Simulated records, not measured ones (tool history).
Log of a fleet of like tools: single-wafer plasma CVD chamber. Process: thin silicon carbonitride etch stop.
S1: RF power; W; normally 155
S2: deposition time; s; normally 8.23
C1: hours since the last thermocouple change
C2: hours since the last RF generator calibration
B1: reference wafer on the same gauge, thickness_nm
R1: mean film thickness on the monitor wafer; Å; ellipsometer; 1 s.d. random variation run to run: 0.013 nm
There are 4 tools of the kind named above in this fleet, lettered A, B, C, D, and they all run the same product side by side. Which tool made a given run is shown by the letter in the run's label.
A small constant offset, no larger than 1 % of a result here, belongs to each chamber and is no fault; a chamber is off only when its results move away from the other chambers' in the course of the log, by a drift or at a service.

{"run": "1C", "hour": 11.8, "S1": 155, "S2": 8.23, "C1": 1596.9, "C2": 1248.6, "B1": 4.8505, "R1": 43.582}
{"run": "2D", "hour": 26.6, "S1": 155, "S2": 8.23, "C1": 863, "C2": 260.2, "B1": 4.851, "R1": 43.321}
{"run": "3A", "hour": 40.3, "S1": 155, "S2": 8.23, "C1": 1701.2, "C2": 108.4, "B1": 4.8508, "R1": 43.867}
{"run": "4B", "hour": 49.4, "S1": 155, "S2": 8.23, "C1": 1203.4, "C2": 1624.7, "B1": 4.8481, "R1": 43.616}
{"hour": 50.4, "done": "chamber C: RF generator calibrated"}
{"run": "5B", "hour": 59.6, "S1": 155, "S2": 8.23, "C1": 1213.6, "C2": 1634.9, "B1": 4.8514, "R1": 43.283}
{"run": "6C", "hour": 72.5, "S1": 140, "S2": 8.23, "C1": 1657.6, "C2": 22.2, "B1": 4.8526, "R1": 42.253}
{"hour": 75.4, "done": "chamber B: RF generator calibrated"}
{"run": "7D", "hour": 86.2, "S1": 140, "S2": 8.23, "C1": 922.6, "C2": 319.8, "B1": 4.8496, "R1": 42}
{"run": "8A", "hour": 100.4, "S1": 140, "S2": 8.23, "C1": 1761.3, "C2": 168.5, "B1": 4.8489, "R1": 42.292}
{"run": "9A", "hour": 109.2, "S1": 140, "S2": 8.23, "C1": 1770.1, "C2": 177.3, "B1": 4.8481, "R1": 42.5}
{"run": "10B", "hour": 117.7, "S1": 155, "S2": 8.23, "C1": 1271.7, "C2": 42.4, "B1": 4.8467, "R1": 43.412}
{"run": "11D", "hour": 131.3, "S1": 155, "S2": 8.23, "C1": 967.7, "C2": 364.9, "B1": 4.8508, "R1": 43.283}
{"run": "12C", "hour": 138.5, "S1": 155, "S2": 8.23, "C1": 1723.6, "C2": 88.2, "B1": 4.8494, "R1": 43.71}
{"run": "13C", "hour": 145.9, "S1": 165, "S2": 8.79, "C1": 1731, "C2": 95.6, "B1": 4.8509, "R1": 47.604}
{"run": "14D", "hour": 158.3, "S1": 165, "S2": 8.79, "C1": 994.7, "C2": 391.9, "B1": 4.8484, "R1": 47.082}
{"run": "15A", "hour": 173.1, "S1": 165, "S2": 8.79, "C1": 1834, "C2": 241.2, "B1": 4.8475, "R1": 47.485}
{"run": "16B", "hour": 184.1, "S1": 165, "S2": 8.79, "C1": 1338.1, "C2": 108.8, "B1": 4.8456, "R1": 47.297}
{"run": "17D", "hour": 197.0, "S1": 170, "S2": 9.38, "C1": 1033.4, "C2": 430.6, "B1": 4.8529, "R1": 51.039}
{"run": "18B", "hour": 207.6, "S1": 170, "S2": 9.38, "C1": 1361.6, "C2": 132.3, "B1": 4.845, "R1": 51.17}
{"run": "19C", "hour": 218.6, "S1": 170, "S2": 9.38, "C1": 1803.7, "C2": 168.3, "B1": 4.8491, "R1": 51.229}
{"run": "20A", "hour": 230.4, "S1": 170, "S2": 9.38, "C1": 1891.3, "C2": 298.5, "B1": 4.8482, "R1": 51.585}
{"run": "21A", "hour": 245.1, "S1": 155, "S2": 8.23, "C1": 1906, "C2": 313.2, "B1": 4.8508, "R1": 44.056}
{"run": "22C", "hour": 252.9, "S1": 155, "S2": 8.23, "C1": 1838, "C2": 202.6, "B1": 4.854, "R1": 43.599}
{"run": "23B", "hour": 261.0, "S1": 175, "S2": 9.13, "C1": 1415, "C2": 185.7, "B1": 4.8529, "R1": 50.23}
{"run": "24D", "hour": 271.6, "S1": 175, "S2": 9.13, "C1": 1108, "C2": 505.2, "B1": 4.8475, "R1": 49.907}
{"run": "25D", "hour": 284.6, "S1": 175, "S2": 9.13, "C1": 1121, "C2": 518.2, "B1": 4.8502, "R1": 49.774}
{"run": "26A", "hour": 299.0, "S1": 175, "S2": 9.13, "C1": 1959.9, "C2": 367.1, "B1": 4.849, "R1": 50.339}
{"run": "27B", "hour": 311.2, "S1": 155, "S2": 8.23, "C1": 1465.2, "C2": 235.9, "B1": 4.8518, "R1": 43.597}
{"run": "28C", "hour": 319.1, "S1": 155, "S2": 8.23, "C1": 1904.2, "C2": 268.8, "B1": 4.8535, "R1": 43.683}
{"hour": 325.8, "done": "chamber A: thermocouple changed; heater temperature recalibrated"}
{"run": "29D", "hour": 334.2, "S1": 180, "S2": 9.25, "C1": 1170.6, "C2": 567.8, "B1": 4.8478, "R1": 50.968}
{"run": "30B", "hour": 349.3, "S1": 180, "S2": 9.25, "C1": 1503.3, "C2": 274, "B1": 4.8484, "R1": 50.959}
{"run": "31C", "hour": 359.7, "S1": 180, "S2": 9.25, "C1": 1944.8, "C2": 309.4, "B1": 4.8502, "R1": 51.474}
{"run": "32A", "hour": 367.5, "S1": 180, "S2": 9.25, "C1": 41.8, "C2": 435.6, "B1": 4.8544, "R1": 51.376}
{"run": "33A", "hour": 374.5, "S1": 155, "S2": 8.23, "C1": 48.8, "C2": 442.6, "B1": 4.8482, "R1": 43.759}
{"run": "34B", "hour": 388.1, "S1": 155, "S2": 8.23, "C1": 1542.1, "C2": 312.8, "B1": 4.8524, "R1": 43.413}
{"run": "35D", "hour": 396.1, "S1": 155, "S2": 8.23, "C1": 1232.5, "C2": 629.7, "B1": 4.8498, "R1": 43.187}
{"run": "36C", "hour": 407.3, "S1": 155, "S2": 8.23, "C1": 1992.4, "C2": 357, "B1": 4.8481, "R1": 43.701}
{"run": "37A", "hour": 415.1, "S1": 155, "S2": 8.23, "C1": 89.4, "C2": 483.2, "B1": 4.8506, "R1": 43.964}
{"run": "38D", "hour": 425.8, "S1": 155, "S2": 8.23, "C1": 1262.2, "C2": 659.4, "B1": 4.848, "R1": 43.579}
{"run": "39C", "hour": 435.4, "S1": 155, "S2": 8.23, "C1": 2020.5, "C2": 385.1, "B1": 4.8499, "R1": 43.776}
{"run": "40B", "hour": 443.5, "S1": 155, "S2": 8.23, "C1": 1597.5, "C2": 368.2, "B1": 4.8483, "R1": 43.354}
{"run": "41B", "hour": 451.5, "S1": 140, "S2": 6.63, "C1": 1605.5, "C2": 376.2, "B1": 4.85, "R1": 33.672}
{"run": "42A", "hour": 458.8, "S1": 140, "S2": 6.63, "C1": 133.1, "C2": 526.9, "B1": 4.8493, "R1": 34.106}

What goes on in this fleet: one chamber off, a drifting gauge, or nothing beyond the chambers' own small offsets? Name the chamber and the cause, if any.

Beyond each chamber's small constant offset nothing stands out, and the gauge stays steady.

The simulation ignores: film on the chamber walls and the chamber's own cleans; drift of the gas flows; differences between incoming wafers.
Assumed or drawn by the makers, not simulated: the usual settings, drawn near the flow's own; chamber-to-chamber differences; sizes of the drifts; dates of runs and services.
